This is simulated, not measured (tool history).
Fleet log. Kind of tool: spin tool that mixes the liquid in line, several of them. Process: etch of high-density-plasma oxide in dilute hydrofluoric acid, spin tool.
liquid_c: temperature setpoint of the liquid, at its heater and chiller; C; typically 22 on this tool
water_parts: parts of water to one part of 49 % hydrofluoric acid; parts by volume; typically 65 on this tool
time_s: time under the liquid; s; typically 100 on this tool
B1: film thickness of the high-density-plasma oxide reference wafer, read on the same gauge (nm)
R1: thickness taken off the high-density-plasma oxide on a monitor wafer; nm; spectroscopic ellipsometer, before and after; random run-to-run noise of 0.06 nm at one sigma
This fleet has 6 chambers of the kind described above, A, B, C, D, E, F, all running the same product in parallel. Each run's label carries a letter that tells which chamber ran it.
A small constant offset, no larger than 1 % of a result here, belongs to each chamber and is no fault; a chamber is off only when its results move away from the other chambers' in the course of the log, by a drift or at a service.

Run 1C, hour 10.9: usual settings; B1 30.004. Result: R1 7.7026 nm.
Run 2D, hour 20.3: usual settings; B1 30. Result: R1 7.6523 nm.
Run 3E, hour 32.3: usual settings; B1 29.988. Result: R1 7.6008 nm.
Run 4A, hour 39.1: usual settings; B1 29.99. Result: R1 7.4955 nm.
Run 5F, hour 47.8: usual settings; B1 30.001. Result: R1 7.5194 nm.
Run 6B, hour 59.6: usual settings but liquid_c 26 C, time_s 50 s; B1 29.994. Result: R1 4.4125 nm.
Run 7E, hour 65.2: usual settings but liquid_c 26 C, time_s 50 s; B1 30.006. Result: R1 4.4569 nm.
Run 8D, hour 73.6: usual settings but liquid_c 26 C, time_s 50 s; B1 30.016. Result: R1 4.5047 nm.
Run 9C, hour 81.9: usual settings but liquid_c 26 C, time_s 50 s; B1 30.015. Result: R1 4.489 nm.
Run 10F, hour 90.2: usual settings but liquid_c 26 C, time_s 50 s; B1 30.003. Result: R1 4.4919 nm.
Run 11A, hour 95.9: usual settings but liquid_c 26 C, time_s 50 s; B1 29.991. Result: R1 4.4021 nm.
Run 12B, hour 102: usual settings; B1 29.983. Result: R1 7.5334 nm.
Run 13A, hour 109.7: usual settings but water_parts 80 parts by volume, time_s 155 s; B1 30.009. Result: R1 9.4538 nm.
Run 14D, hour 117.1: usual settings but water_parts 80 parts by volume, time_s 155 s; B1 30.007. Result: R1 9.3789 nm.
Run 15C, hour 123.8: usual settings but water_parts 80 parts by volume, time_s 155 s; B1 29.991. Result: R1 9.3694 nm.
Run 16B, hour 135.4: usual settings but water_parts 80 parts by volume, time_s 155 s; B1 29.985. Result: R1 9.1743 nm.
Run 17F, hour 146: usual settings but water_parts 80 parts by volume, time_s 155 s; B1 29.991. Result: R1 9.6682 nm.
Run 18E, hour 157.9: usual settings but water_parts 80 parts by volume, time_s 155 s; B1 29.995. Result: R1 9.3233 nm.
Run 19A, hour 166.9: usual settings; B1 30. Result: R1 7.4672 nm.
Run 20D, hour 177.2: usual settings but liquid_c 18 C, water_parts 50 parts by volume; B1 29.997. Result: R1 8.5721 nm.
Run 21F, hour 187.5: usual settings but liquid_c 18 C, water_parts 50 parts by volume; B1 29.97. Result: R1 8.7864 nm.
Run 22E, hour 198.8: usual settings but liquid_c 18 C, water_parts 50 parts by volume; B1 29.999. Result: R1 8.3135 nm.
At hour 199.9: chamber D: thermometer replaced.
Run 23B, hour 209.3: usual settings but liquid_c 18 C, water_parts 50 parts by volume; B1 29.996. Result: R1 8.4317 nm.
Run 24C, hour 219.8: usual settings but liquid_c 18 C, water_parts 50 parts by volume; B1 30.002. Result: R1 8.5541 nm.
Run 25B, hour 231.1: usual settings but liquid_c 18 C, water_parts 50 parts by volume; B1 30.006. Result: R1 8.5146 nm.
Run 26E, hour 239.5: usual settings; B1 30.002. Result: R1 7.4032 nm.
Run 27F, hour 246.6: usual settings; B1 29.996. Result: R1 8.2193 nm.
Run 28C, hour 258.5: usual settings but liquid_c 17.5 C, time_s 60 s; B1 29.986. Result: R1 3.7942 nm.
At hour 264.3: chamber A: thermometer replaced.
Run 29D, hour 269.7: usual settings but liquid_c 17.5 C, time_s 60 s; B1 30.013. Result: R1 3.7758 nm.
Run 30A, hour 276: usual settings but liquid_c 17.5 C, time_s 60 s; B1 30.008. Result: R1 3.7596 nm.
Run 31E, hour 286.4: usual settings but liquid_c 17.5 C, time_s 60 s; B1 30.009. Result: R1 3.7491 nm.
Run 32C, hour 294.8: usual settings but liquid_c 17.5 C, time_s 60 s; B1 30.008. Result: R1 3.7744 nm.
Run 33D, hour 307.4: usual settings but liquid_c 17.5 C, time_s 60 s; B1 30.003. Result: R1 3.7488 nm.
Run 34A, hour 318.5: usual settings; B1 29.996. Result: R1 7.6098 nm.
Run 35B, hour 330.3: usual settings but liquid_c 17.5 C, time_s 45 s; B1 29.972. Result: R1 2.8573 nm.
Run 36F, hour 340.4: usual settings but liquid_c 17.5 C, time_s 45 s; B1 29.974. Result: R1 3.1297 nm.

Has any chamber moved away from the others, gradually or after a service, or does the common gauge drift, or do the chambers differ only by their own small steady offsets? State the chamber and the most likely cause if one applies.

It is chamber F that slowly wanders off from its peers.
Cause: hydrofluoric acid flow above the setpoint (%) = 10.6.
The log may not tell that from: liquid hotter than its thermometer reads (K).

Below are 4 candidate recipes for chamber F's next run, each the usual settings with a change, their results shown as question marks. Which of them brings F's results back in line with what the other chambers give on the usual settings?
Maximum distance from the other chambers' mean on the usual settings for a result to count as in line: R1 0.21 nm
Run 37F-1, hour 349.4: usual settings but liquid_c 21.5 C, water_parts 70 parts by volume. Result: R1 ?.
Run 37F-2, hour 349.4: usual settings but time_s 105 s. Result: R1 ?.
Run 37F-3, hour 349.4: usual settings but time_s 95 s. Result: R1 ?.
Run 37F-4, hour 349.4: usual settings but time_s 110 s. Result: R1 ?.

Average result of the remaining chambers running the usual settings: R1 7.5753 nm
  run      R1
37F-1  7.5695
37F-2  8.7802
37F-3   7.944
37F-4  9.1983
Change 37F-1 lands the chamber within the allowed miss of the other chambers.
